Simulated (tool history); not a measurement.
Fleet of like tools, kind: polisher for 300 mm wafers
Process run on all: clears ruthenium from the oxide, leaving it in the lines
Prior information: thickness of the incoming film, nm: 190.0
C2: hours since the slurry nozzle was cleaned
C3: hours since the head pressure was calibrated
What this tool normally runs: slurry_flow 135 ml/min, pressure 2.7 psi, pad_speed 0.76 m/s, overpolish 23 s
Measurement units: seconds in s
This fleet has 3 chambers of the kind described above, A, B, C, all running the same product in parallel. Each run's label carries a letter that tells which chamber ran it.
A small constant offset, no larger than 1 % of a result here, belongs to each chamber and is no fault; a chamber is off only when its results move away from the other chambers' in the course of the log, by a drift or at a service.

{"run": "1B", "hour": 3.7, "slurry_flow": 135, "pressure": 2.7, "pad_speed": 0.76, "overpolish": 23, "wafers polished on this pad": 334, "C2": 143.2, "C3": 128.6, "seconds": 182.42}
{"run": "2C", "hour": 6.4, "slurry_flow": 135, "pressure": 2.7, "pad_speed": 0.76, "overpolish": 23, "wafers polished on this pad": 998, "C2": 16.1, "C3": 336.3, "seconds": 182.31}
{"run": "3A", "hour": 9.3, "slurry_flow": 135, "pressure": 2.7, "pad_speed": 0.76, "overpolish": 23, "wafers polished on this pad": 1052, "C2": 101.8, "C3": 76.5, "seconds": 179.68}
{"run": "4C", "hour": 13.9, "slurry_flow": 135, "pressure": 2.7, "pad_speed": 0.76, "overpolish": 23, "wafers polished on this pad": 1038, "C2": 23.6, "C3": 343.8, "seconds": 181.64}
{"hour": 16.4, "done": "chamber A: worn pad replaced by a new one"}
{"run": "5B", "hour": 17.8, "slurry_flow": 135, "pressure": 2.7, "pad_speed": 0.76, "overpolish": 23, "wafers polished on this pad": 410, "C2": 157.3, "C3": 142.7, "seconds": 183.18}
{"run": "6A", "hour": 22.2, "slurry_flow": 135, "pressure": 2.7, "pad_speed": 0.76, "overpolish": 23, "wafers polished on this pad": 31, "C2": 114.7, "C3": 89.4, "seconds": 181.4}
{"run": "7A", "hour": 26.2, "slurry_flow": 135, "pressure": 2.7, "pad_speed": 0.76, "overpolish": 23, "wafers polished on this pad": 53, "C2": 118.7, "C3": 93.4, "seconds": 181.53}
{"hour": 28.9, "done": "chamber C: worn pad replaced by a new one"}
{"run": "8B", "hour": 31.4, "slurry_flow": 135, "pressure": 2.7, "pad_speed": 0.76, "overpolish": 23, "wafers polished on this pad": 484, "C2": 170.9, "C3": 156.3, "seconds": 179.94}
{"run": "9C", "hour": 33.7, "slurry_flow": 135, "pressure": 2.7, "pad_speed": 0.76, "overpolish": 23, "wafers polished on this pad": 26, "C2": 43.4, "C3": 363.6, "seconds": 184.01}
{"run": "10B", "hour": 36.9, "slurry_flow": 135, "pressure": 2.7, "pad_speed": 0.76, "overpolish": 23, "wafers polished on this pad": 513, "C2": 176.4, "C3": 161.8, "seconds": 183.21}
{"run": "11A", "hour": 40.5, "slurry_flow": 135, "pressure": 2.7, "pad_speed": 0.76, "overpolish": 23, "wafers polished on this pad": 130, "C2": 133, "C3": 107.7, "seconds": 187.72}
{"run": "12C", "hour": 42.9, "slurry_flow": 135, "pressure": 2.7, "pad_speed": 0.76, "overpolish": 23, "wafers polished on this pad": 75, "C2": 52.6, "C3": 372.8, "seconds": 183.19}
{"run": "13B", "hour": 47.4, "slurry_flow": 135, "pressure": 2.7, "pad_speed": 0.76, "overpolish": 23, "wafers polished on this pad": 570, "C2": 186.9, "C3": 172.3, "seconds": 179.46}
{"run": "14A", "hour": 50.3, "slurry_flow": 135, "pressure": 2.7, "pad_speed": 0.76, "overpolish": 23, "wafers polished on this pad": 182, "C2": 142.8, "C3": 117.5, "seconds": 185.98}
{"run": "15C", "hour": 54.5, "slurry_flow": 135, "pressure": 2.7, "pad_speed": 0.76, "overpolish": 23, "wafers polished on this pad": 138, "C2": 64.2, "C3": 384.4, "seconds": 184.65}
{"run": "16B", "hour": 59.3, "slurry_flow": 135, "pressure": 2.7, "pad_speed": 0.76, "overpolish": 23, "wafers polished on this pad": 634, "C2": 198.8, "C3": 184.2, "seconds": 182.12}
{"run": "17A", "hour": 63.3, "slurry_flow": 135, "pressure": 2.7, "pad_speed": 0.76, "overpolish": 23, "wafers polished on this pad": 252, "C2": 155.8, "C3": 130.5, "seconds": 193.4}
{"run": "18C", "hour": 68.5, "slurry_flow": 135, "pressure": 2.7, "pad_speed": 0.76, "overpolish": 23, "wafers polished on this pad": 213, "C2": 78.2, "C3": 398.4, "seconds": 182.99}
{"run": "19B", "hour": 72.7, "slurry_flow": 135, "pressure": 2.7, "pad_speed": 0.76, "overpolish": 23, "wafers polished on this pad": 706, "C2": 212.2, "C3": 197.6, "seconds": 179.3}
{"run": "20C", "hour": 76.2, "slurry_flow": 135, "pressure": 2.7, "pad_speed": 0.76, "overpolish": 23, "wafers polished on this pad": 254, "C2": 85.9, "C3": 406.1, "seconds": 182.66}
{"run": "21A", "hour": 79.0, "slurry_flow": 135, "pressure": 2.2, "pad_speed": 0.76, "overpolish": 13, "wafers polished on this pad": 337, "C2": 171.5, "C3": 146.2, "seconds": 241.17}
{"run": "22C", "hour": 81.8, "slurry_flow": 135, "pressure": 2.2, "pad_speed": 0.76, "overpolish": 13, "wafers polished on this pad": 285, "C2": 91.5, "C3": 411.7, "seconds": 221.68}
{"run": "23A", "hour": 84.6, "slurry_flow": 135, "pressure": 2.2, "pad_speed": 0.76, "overpolish": 13, "wafers polished on this pad": 367, "C2": 177.1, "C3": 151.8, "seconds": 244.34}
{"run": "24B", "hour": 88.2, "slurry_flow": 135, "pressure": 2.7, "pad_speed": 0.76, "overpolish": 23, "wafers polished on this pad": 789, "C2": 227.7, "C3": 213.1, "seconds": 178.79}
{"run": "25C", "hour": 91.3, "slurry_flow": 135, "pressure": 2.7, "pad_speed": 0.76, "overpolish": 23, "wafers polished on this pad": 336, "C2": 101, "C3": 421.2, "seconds": 183.8}
{"run": "26B", "hour": 95.0, "slurry_flow": 135, "pressure": 2.7, "pad_speed": 0.76, "overpolish": 23, "wafers polished on this pad": 826, "C2": 234.5, "C3": 219.9, "seconds": 180.13}
{"run": "27A", "hour": 99.4, "slurry_flow": 135, "pressure": 2.7, "pad_speed": 0.76, "overpolish": 23, "wafers polished on this pad": 447, "C2": 191.9, "C3": 166.6, "seconds": 202.93}
{"run": "28C", "hour": 104.3, "slurry_flow": 135, "pressure": 2.7, "pad_speed": 0.76, "overpolish": 23, "wafers polished on this pad": 406, "C2": 114, "C3": 434.2, "seconds": 178.7}
{"run": "29A", "hour": 107.2, "slurry_flow": 135, "pressure": 2.7, "pad_speed": 0.76, "overpolish": 34, "wafers polished on this pad": 489, "C2": 199.7, "C3": 174.4, "seconds": 201.35}

The same settings go to every chamber for the next run, one line per chamber below. Forecast the results for each:
{"run": "30A", "hour": 111.0, "slurry_flow": 135, "pressure": 2.7, "pad_speed": 0.76, "overpolish": 23, "seconds": "?"}
{"run": "30B", "hour": 111.0, "slurry_flow": 135, "pressure": 2.7, "pad_speed": 0.76, "overpolish": 23, "seconds": "?"}
{"run": "30C", "hour": 111.0, "slurry_flow": 135, "pressure": 2.7, "pad_speed": 0.76, "overpolish": 23, "seconds": "?"}

run=30A seconds=202.55
run=30B seconds=180.53
run=30C seconds=182.01
